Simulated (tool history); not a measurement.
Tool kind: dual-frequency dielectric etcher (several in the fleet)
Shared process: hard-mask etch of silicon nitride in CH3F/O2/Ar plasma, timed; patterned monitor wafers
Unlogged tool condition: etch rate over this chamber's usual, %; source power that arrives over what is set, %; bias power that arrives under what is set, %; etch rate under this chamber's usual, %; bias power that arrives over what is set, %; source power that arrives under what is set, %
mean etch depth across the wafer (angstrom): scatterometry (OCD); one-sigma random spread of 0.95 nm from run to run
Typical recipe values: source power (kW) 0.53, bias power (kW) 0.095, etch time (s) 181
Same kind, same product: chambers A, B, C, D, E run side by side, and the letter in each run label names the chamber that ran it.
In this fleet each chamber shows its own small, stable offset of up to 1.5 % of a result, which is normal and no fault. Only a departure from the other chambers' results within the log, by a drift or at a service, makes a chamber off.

run,day,source power (kW),bias power (kW),etch time (s),hours since the last wet clean,hours since the last source power generator calibration,hours since the last bias power generator calibration,"read-back reference wafer on the same gauge, depth_nm",mean etch depth across the wafer (angstrom)
1A,0.483,0.53,0.095,181,489.9,555.5,88.6,184.3,1521.1
2D,0.988,0.53,0.095,181,70.3,88.2,3234.9,184.12,1548.1
3E,1.433,0.53,0.095,181,41.2,2604.5,2153.8,184.31,1547.1
4C,1.929,0.53,0.095,181,112.9,589.9,3810.6,183.76,1585.9
5B,2.233,0.53,0.095,181,151.9,1259.9,3102.1,183.9,1561.4
6B,2.808,0.53,0.095,181,165.7,1273.7,3115.9,183.97,1546.3
# day 3.221: chamber A: wet clean of the chamber
7E,3.371,0.53,0.095,181,87.7,2651,2200.3,183.91,1542.2
8C,3.967,0.53,0.095,181,161.8,638.8,3859.5,183.89,1539.4
9A,4.525,0.53,0.095,181,31.3,652.5,185.6,183.81,1524.6
10D,4.85,0.53,0.095,181,163,180.9,3327.6,183.94,1547.1
11A,5.371,0.53,0.095,181,51.6,672.8,205.9,184.01,1524.2
12D,5.912,0.53,0.095,181,188.5,206.4,3353.1,183.89,1530.3
13B,6.25,0.53,0.095,181,248.3,1356.3,3198.5,183.82,1555.2
# day 6.521: chamber C: bias power generator calibrated
14C,6.746,0.53,0.095,181,228.5,705.5,5.4,183.94,1566
15E,7.346,0.53,0.095,181,183.1,2746.4,2295.7,184.15,1559.5
16E,7.967,0.53,0.095,181,198,2761.3,2310.6,184.33,1537.3
17C,8.588,0.53,0.095,181,272.7,749.7,49.6,184.24,1591.5
18B,8.95,0.53,0.095,181,313.1,1421.1,3263.3,184.04,1568.1
19A,9.25,0.53,0.095,181,144.7,765.9,299,183.85,1545.5
20D,9.804,0.53,0.095,181,281.9,299.8,3446.5,184,1537.9
# day 10.083: chamber D: bias power generator calibrated
21A,10.312,0.53,0.095,181,170.2,791.4,324.5,183.97,1526.1
22D,10.838,0.53,0.095,181,306.7,324.6,18.2,184.12,1544.6
23C,11.429,0.53,0.095,181,340.9,817.9,117.8,184.03,1580.4
24E,11.958,0.53,0.095,181,293.8,2857.1,2406.4,183.93,1545.3
# day 12.354: chamber B: wet clean of the chamber
25B,12.467,0.53,0.095,181,2.7,1505.5,3347.7,184.02,1470
26B,12.842,0.53,0.081,200,11.7,1514.5,3356.7,183.71,1554
27C,13.338,0.53,0.081,200,386.7,863.7,163.6,183.79,1629.9
28E,13.683,0.53,0.081,200,335.2,2898.5,2447.8,184.04,1606.3
29D,13.996,0.53,0.081,200,382.5,400.4,94,184.03,1620.8
30A,14.617,0.53,0.081,200,273.5,894.7,427.8,184.01,1600.6
31D,15.242,0.53,0.095,181,412.4,430.3,123.9,183.73,1551.7
32B,15.812,0.53,0.095,181,83,1585.8,3428,183.97,1486.1
33C,16.129,0.53,0.095,181,453.7,930.7,230.6,184.02,1580
34A,16.662,0.53,0.095,181,322.6,943.8,476.9,183.95,1515
# day 17.133: chamber E: bias power generator calibrated
35E,17.217,0.53,0.095,181,420,2983.3,2,184,1538
36B,17.733,0.53,0.095,181,129.1,1631.9,3474.1,183.6,1483.8
37C,18.162,0.53,0.095,181,502.5,979.5,279.4,184.31,1564.7
# day 18.358: chamber D: wet clean of the chamber
38A,18.571,0.53,0.095,181,368.4,989.6,522.7,184.06,1528.1
39D,19.029,0.53,0.095,181,16.1,521.2,214.8,184.14,1546
40E,19.375,0.53,0.083,145,471.8,3035.1,53.8,184.14,1183.3
41A,19.783,0.53,0.083,145,397.5,1018.7,551.8,183.74,1153.6
42B,20.246,0.53,0.083,145,189.4,1692.2,3534.4,184.3,1129.2

All chambers now run identical settings, listed one chamber a line with results as question marks. What results will each chamber show?
43A,20.704,0.53,0.095,181,,,,,?
43B,20.704,0.53,0.095,181,,,,,?
43C,20.704,0.53,0.095,181,,,,,?
43D,20.704,0.53,0.095,181,,,,,?
43E,20.704,0.53,0.095,181,,,,,?

run,mean etch depth across the wafer (angstrom)
43A,1547.9
43B,1487.9
43C,1584.2
43D,1535.1
43E,1543.7
